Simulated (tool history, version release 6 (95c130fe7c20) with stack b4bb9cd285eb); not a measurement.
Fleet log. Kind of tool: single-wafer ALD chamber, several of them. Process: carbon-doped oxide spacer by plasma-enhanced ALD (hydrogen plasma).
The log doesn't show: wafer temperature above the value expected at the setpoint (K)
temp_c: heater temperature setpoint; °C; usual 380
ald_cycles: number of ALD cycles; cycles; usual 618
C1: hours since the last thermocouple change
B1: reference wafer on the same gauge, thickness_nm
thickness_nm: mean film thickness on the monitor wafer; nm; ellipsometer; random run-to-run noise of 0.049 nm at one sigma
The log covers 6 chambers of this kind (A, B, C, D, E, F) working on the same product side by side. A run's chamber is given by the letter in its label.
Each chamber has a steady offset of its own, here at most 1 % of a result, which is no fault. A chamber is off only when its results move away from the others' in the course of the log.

{"run": "1B", "hour": 7.5, "temp_c": 380, "ald_cycles": 618, "C1": 1045.0, "B1": 33.809, "thickness_nm": 30.81}
{"run": "2C", "hour": 13.6, "temp_c": 380, "ald_cycles": 618, "C1": 1320.4, "B1": 33.814, "thickness_nm": 31.058}
{"run": "3F", "hour": 23.8, "temp_c": 380, "ald_cycles": 618, "C1": 2222.9, "B1": 33.821, "thickness_nm": 31.02}
{"run": "4E", "hour": 37.1, "temp_c": 380, "ald_cycles": 618, "C1": 2233.0, "B1": 33.834, "thickness_nm": 31.115}
{"run": "5D", "hour": 44.5, "temp_c": 380, "ald_cycles": 659, "C1": 608.4, "B1": 33.836, "thickness_nm": 32.814}
{"run": "6A", "hour": 57.7, "temp_c": 380, "ald_cycles": 659, "C1": 688.7, "B1": 33.832, "thickness_nm": 32.908}
{"run": "7C", "hour": 65.3, "temp_c": 380, "ald_cycles": 659, "C1": 1372.1, "B1": 33.834, "thickness_nm": 33.093}
{"run": "8B", "hour": 74.8, "temp_c": 380, "ald_cycles": 659, "C1": 1112.3, "B1": 33.847, "thickness_nm": 32.917}
{"run": "9F", "hour": 84.1, "temp_c": 380, "ald_cycles": 659, "C1": 2283.2, "B1": 33.851, "thickness_nm": 33.177}
{"run": "10E", "hour": 93.1, "temp_c": 380, "ald_cycles": 659, "C1": 2289.0, "B1": 33.848, "thickness_nm": 33.251}
{"run": "11A", "hour": 103.7, "temp_c": 380, "ald_cycles": 618, "C1": 734.7, "B1": 33.863, "thickness_nm": 30.884}
{"run": "12D", "hour": 111.6, "temp_c": 380, "ald_cycles": 618, "C1": 675.5, "B1": 33.863, "thickness_nm": 30.862}
{"run": "13C", "hour": 121.2, "temp_c": 380, "ald_cycles": 529, "C1": 1428.0, "B1": 33.867, "thickness_nm": 26.691}
{"run": "14E", "hour": 129.2, "temp_c": 380, "ald_cycles": 529, "C1": 2325.1, "B1": 33.879, "thickness_nm": 26.639}
{"run": "15F", "hour": 142.8, "temp_c": 380, "ald_cycles": 529, "C1": 2341.9, "B1": 33.88, "thickness_nm": 26.664}
{"run": "16A", "hour": 149.9, "temp_c": 380, "ald_cycles": 529, "C1": 780.9, "B1": 33.875, "thickness_nm": 26.524}
{"run": "17B", "hour": 162.6, "temp_c": 380, "ald_cycles": 529, "C1": 1200.1, "B1": 33.903, "thickness_nm": 26.509}
{"run": "18D", "hour": 172.2, "temp_c": 380, "ald_cycles": 529, "C1": 736.1, "B1": 33.891, "thickness_nm": 26.496}
{"run": "19C", "hour": 178.7, "temp_c": 380, "ald_cycles": 618, "C1": 1485.5, "B1": 33.918, "thickness_nm": 31.056}
{"run": "20D", "hour": 188.0, "temp_c": 380, "ald_cycles": 618, "C1": 751.9, "B1": 33.929, "thickness_nm": 30.94}
{"hour": 189.6, "done": "chamber C: thermocouple changed; heater temperature recalibrated"}
{"run": "21B", "hour": 196.4, "temp_c": 380, "ald_cycles": 618, "C1": 1233.9, "B1": 33.913, "thickness_nm": 30.925}
{"run": "22F", "hour": 206.7, "temp_c": 380, "ald_cycles": 618, "C1": 2405.8, "B1": 33.931, "thickness_nm": 31.106}
{"run": "23E", "hour": 218.4, "temp_c": 380, "ald_cycles": 618, "C1": 2414.3, "B1": 33.926, "thickness_nm": 31.165}
{"hour": 228.9, "done": "chamber F: thermocouple changed; heater temperature recalibrated"}
{"run": "24A", "hour": 232.2, "temp_c": 380, "ald_cycles": 618, "C1": 863.2, "B1": 33.942, "thickness_nm": 31.021}
{"run": "25C", "hour": 243.4, "temp_c": 380, "ald_cycles": 618, "C1": 53.9, "B1": 33.936, "thickness_nm": 31.122}
{"run": "26E", "hour": 254.1, "temp_c": 391, "ald_cycles": 535, "C1": 2450.0, "B1": 33.954, "thickness_nm": 27.072}
{"run": "27A", "hour": 265.3, "temp_c": 391, "ald_cycles": 535, "C1": 896.3, "B1": 33.96, "thickness_nm": 26.793}
{"run": "28B", "hour": 272.8, "temp_c": 391, "ald_cycles": 535, "C1": 1310.3, "B1": 33.954, "thickness_nm": 26.825}
{"run": "29F", "hour": 278.9, "temp_c": 391, "ald_cycles": 535, "C1": 50.0, "B1": 33.964, "thickness_nm": 27.034}
{"run": "30D", "hour": 286.9, "temp_c": 391, "ald_cycles": 535, "C1": 850.8, "B1": 33.953, "thickness_nm": 26.822}
{"run": "31C", "hour": 296.2, "temp_c": 391, "ald_cycles": 535, "C1": 106.7, "B1": 33.974, "thickness_nm": 27.036}
{"run": "32F", "hour": 303.9, "temp_c": 380, "ald_cycles": 618, "C1": 75.0, "B1": 33.992, "thickness_nm": 31.164}
{"run": "33D", "hour": 312.8, "temp_c": 380, "ald_cycles": 618, "C1": 876.7, "B1": 33.984, "thickness_nm": 31.102}
{"run": "34E", "hour": 326.3, "temp_c": 380, "ald_cycles": 618, "C1": 2522.2, "B1": 33.982, "thickness_nm": 31.315}
{"run": "35A", "hour": 338.7, "temp_c": 380, "ald_cycles": 618, "C1": 969.7, "B1": 33.996, "thickness_nm": 31.043}
{"run": "36B", "hour": 349.5, "temp_c": 380, "ald_cycles": 618, "C1": 1387.0, "B1": 34.015, "thickness_nm": 31.092}
{"run": "37D", "hour": 361.2, "temp_c": 380, "ald_cycles": 618, "C1": 925.1, "B1": 34.017, "thickness_nm": 31.041}

Next, every chamber runs the same settings. What will each give?
{"run": "38A", "hour": 371.3, "temp_c": 380, "ald_cycles": 529, "thickness_nm": "?"}
{"run": "38B", "hour": 371.3, "temp_c": 380, "ald_cycles": 529, "thickness_nm": "?"}
{"run": "38C", "hour": 371.3, "temp_c": 380, "ald_cycles": 529, "thickness_nm": "?"}
{"run": "38D", "hour": 371.3, "temp_c": 380, "ald_cycles": 529, "thickness_nm": "?"}
{"run": "38E", "hour": 371.3, "temp_c": 380, "ald_cycles": 529, "thickness_nm": "?"}
{"run": "38F", "hour": 371.3, "temp_c": 380, "ald_cycles": 529, "thickness_nm": "?"}

run=38A thickness_nm=26.571
run=38B thickness_nm=26.611
run=38C thickness_nm=26.729
run=38D thickness_nm=26.585
run=38E thickness_nm=26.761
run=38F thickness_nm=26.722
